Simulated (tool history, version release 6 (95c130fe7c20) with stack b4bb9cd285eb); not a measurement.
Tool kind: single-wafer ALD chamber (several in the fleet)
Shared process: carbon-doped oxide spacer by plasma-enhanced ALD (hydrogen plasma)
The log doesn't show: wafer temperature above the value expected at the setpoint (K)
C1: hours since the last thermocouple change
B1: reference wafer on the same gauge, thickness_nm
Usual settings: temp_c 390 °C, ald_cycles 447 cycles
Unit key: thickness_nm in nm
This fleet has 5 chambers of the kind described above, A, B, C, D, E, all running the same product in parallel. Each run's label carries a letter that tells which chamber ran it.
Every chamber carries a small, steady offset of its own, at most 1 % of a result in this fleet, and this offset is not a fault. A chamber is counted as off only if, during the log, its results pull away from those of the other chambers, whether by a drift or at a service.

{"run": "1A", "hour": 4.6, "temp_c": 390, "ald_cycles": 447, "C1": 1447.9, "B1": 25.813, "thickness_nm": 22.5}
{"run": "2E", "hour": 10.0, "temp_c": 390, "ald_cycles": 447, "C1": 1332.8, "B1": 25.806, "thickness_nm": 22.179}
{"run": "3D", "hour": 13.3, "temp_c": 390, "ald_cycles": 447, "C1": 1241.3, "B1": 25.818, "thickness_nm": 22.241}
{"run": "4C", "hour": 18.1, "temp_c": 390, "ald_cycles": 447, "C1": 154.1, "B1": 25.811, "thickness_nm": 22.501}
{"run": "5B", "hour": 21.3, "temp_c": 401, "ald_cycles": 490, "C1": 1371.6, "B1": 25.831, "thickness_nm": 24.407}
{"run": "6C", "hour": 26.3, "temp_c": 401, "ald_cycles": 490, "C1": 162.3, "B1": 25.826, "thickness_nm": 24.59}
{"run": "7E", "hour": 29.4, "temp_c": 401, "ald_cycles": 490, "C1": 1352.2, "B1": 25.834, "thickness_nm": 24.329}
{"run": "8A", "hour": 33.6, "temp_c": 401, "ald_cycles": 490, "C1": 1476.9, "B1": 25.834, "thickness_nm": 24.546}
{"run": "9B", "hour": 37.2, "temp_c": 401, "ald_cycles": 490, "C1": 1387.5, "B1": 25.85, "thickness_nm": 24.469}
{"run": "10D", "hour": 40.1, "temp_c": 376, "ald_cycles": 396, "C1": 1268.1, "B1": 25.838, "thickness_nm": 19.748}
{"run": "11E", "hour": 44.3, "temp_c": 376, "ald_cycles": 396, "C1": 1367.1, "B1": 25.847, "thickness_nm": 19.718}
{"run": "12D", "hour": 47.8, "temp_c": 376, "ald_cycles": 396, "C1": 1275.8, "B1": 25.849, "thickness_nm": 19.736}
{"run": "13B", "hour": 51.9, "temp_c": 376, "ald_cycles": 396, "C1": 1402.2, "B1": 25.855, "thickness_nm": 19.796}
{"run": "14A", "hour": 55.7, "temp_c": 376, "ald_cycles": 396, "C1": 1499.0, "B1": 25.862, "thickness_nm": 19.959}
{"run": "15C", "hour": 59.2, "temp_c": 390, "ald_cycles": 447, "C1": 195.2, "B1": 25.862, "thickness_nm": 22.629}
{"run": "16A", "hour": 64.3, "temp_c": 390, "ald_cycles": 447, "C1": 1507.6, "B1": 25.864, "thickness_nm": 22.534}
{"run": "17D", "hour": 68.2, "temp_c": 390, "ald_cycles": 447, "C1": 1296.2, "B1": 25.863, "thickness_nm": 22.317}
{"run": "18B", "hour": 73.7, "temp_c": 390, "ald_cycles": 447, "C1": 1424.0, "B1": 25.88, "thickness_nm": 22.433}
{"run": "19E", "hour": 79.3, "temp_c": 379, "ald_cycles": 381, "C1": 1402.1, "B1": 25.881, "thickness_nm": 19.028}
{"run": "20C", "hour": 83.3, "temp_c": 379, "ald_cycles": 381, "C1": 219.3, "B1": 25.889, "thickness_nm": 19.257}
{"run": "21E", "hour": 88.6, "temp_c": 379, "ald_cycles": 381, "C1": 1411.4, "B1": 25.894, "thickness_nm": 18.957}
{"run": "22B", "hour": 92.3, "temp_c": 379, "ald_cycles": 381, "C1": 1442.6, "B1": 25.887, "thickness_nm": 19.039}
{"run": "23C", "hour": 95.9, "temp_c": 379, "ald_cycles": 381, "C1": 231.9, "B1": 25.897, "thickness_nm": 19.235}
{"run": "24A", "hour": 99.9, "temp_c": 390, "ald_cycles": 447, "C1": 1543.2, "B1": 25.897, "thickness_nm": 22.571}
{"run": "25D", "hour": 104.1, "temp_c": 390, "ald_cycles": 447, "C1": 1332.1, "B1": 25.902, "thickness_nm": 22.362}
{"run": "26A", "hour": 109.5, "temp_c": 390, "ald_cycles": 447, "C1": 1552.8, "B1": 25.896, "thickness_nm": 22.607}
{"run": "27D", "hour": 112.2, "temp_c": 390, "ald_cycles": 395, "C1": 1340.2, "B1": 25.919, "thickness_nm": 19.726}
{"run": "28B", "hour": 117.3, "temp_c": 390, "ald_cycles": 395, "C1": 1467.6, "B1": 25.928, "thickness_nm": 19.784}
{"run": "29C", "hour": 120.6, "temp_c": 390, "ald_cycles": 395, "C1": 256.6, "B1": 25.917, "thickness_nm": 20.024}
{"run": "30E", "hour": 124.0, "temp_c": 390, "ald_cycles": 395, "C1": 1446.8, "B1": 25.933, "thickness_nm": 19.756}
{"run": "31D", "hour": 126.5, "temp_c": 390, "ald_cycles": 395, "C1": 1354.5, "B1": 25.927, "thickness_nm": 19.732}
{"run": "32B", "hour": 131.4, "temp_c": 390, "ald_cycles": 447, "C1": 1481.7, "B1": 25.937, "thickness_nm": 22.415}
{"run": "33E", "hour": 136.4, "temp_c": 390, "ald_cycles": 447, "C1": 1459.2, "B1": 25.94, "thickness_nm": 22.366}
{"run": "34C", "hour": 141.9, "temp_c": 390, "ald_cycles": 447, "C1": 277.9, "B1": 25.946, "thickness_nm": 22.725}
{"run": "35A", "hour": 146.6, "temp_c": 390, "ald_cycles": 447, "C1": 1589.9, "B1": 25.954, "thickness_nm": 22.579}
{"run": "36D", "hour": 152.2, "temp_c": 390, "ald_cycles": 447, "C1": 1380.2, "B1": 25.952, "thickness_nm": 22.365}
{"run": "37A", "hour": 156.3, "temp_c": 390, "ald_cycles": 447, "C1": 1599.6, "B1": 25.963, "thickness_nm": 22.619}
{"run": "38B", "hour": 159.0, "temp_c": 390, "ald_cycles": 531, "C1": 1509.3, "B1": 25.964, "thickness_nm": 26.72}
{"run": "39C", "hour": 164.4, "temp_c": 390, "ald_cycles": 531, "C1": 300.4, "B1": 25.976, "thickness_nm": 26.971}
{"run": "40E", "hour": 167.0, "temp_c": 390, "ald_cycles": 531, "C1": 1489.8, "B1": 25.973, "thickness_nm": 26.57}

Predict what each chamber gives when all 5 of them run the settings below next.
{"run": "41A", "hour": 170.9, "temp_c": 390, "ald_cycles": 447, "thickness_nm": "?"}
{"run": "41B", "hour": 170.9, "temp_c": 390, "ald_cycles": 447, "thickness_nm": "?"}
{"run": "41C", "hour": 170.9, "temp_c": 390, "ald_cycles": 447, "thickness_nm": "?"}
{"run": "41D", "hour": 170.9, "temp_c": 390, "ald_cycles": 447, "thickness_nm": "?"}
{"run": "41E", "hour": 170.9, "temp_c": 390, "ald_cycles": 447, "thickness_nm": "?"}

run=41A thickness_nm=22.571
run=41B thickness_nm=22.498
run=41C thickness_nm=22.702
run=41D thickness_nm=22.341
run=41E thickness_nm=22.429

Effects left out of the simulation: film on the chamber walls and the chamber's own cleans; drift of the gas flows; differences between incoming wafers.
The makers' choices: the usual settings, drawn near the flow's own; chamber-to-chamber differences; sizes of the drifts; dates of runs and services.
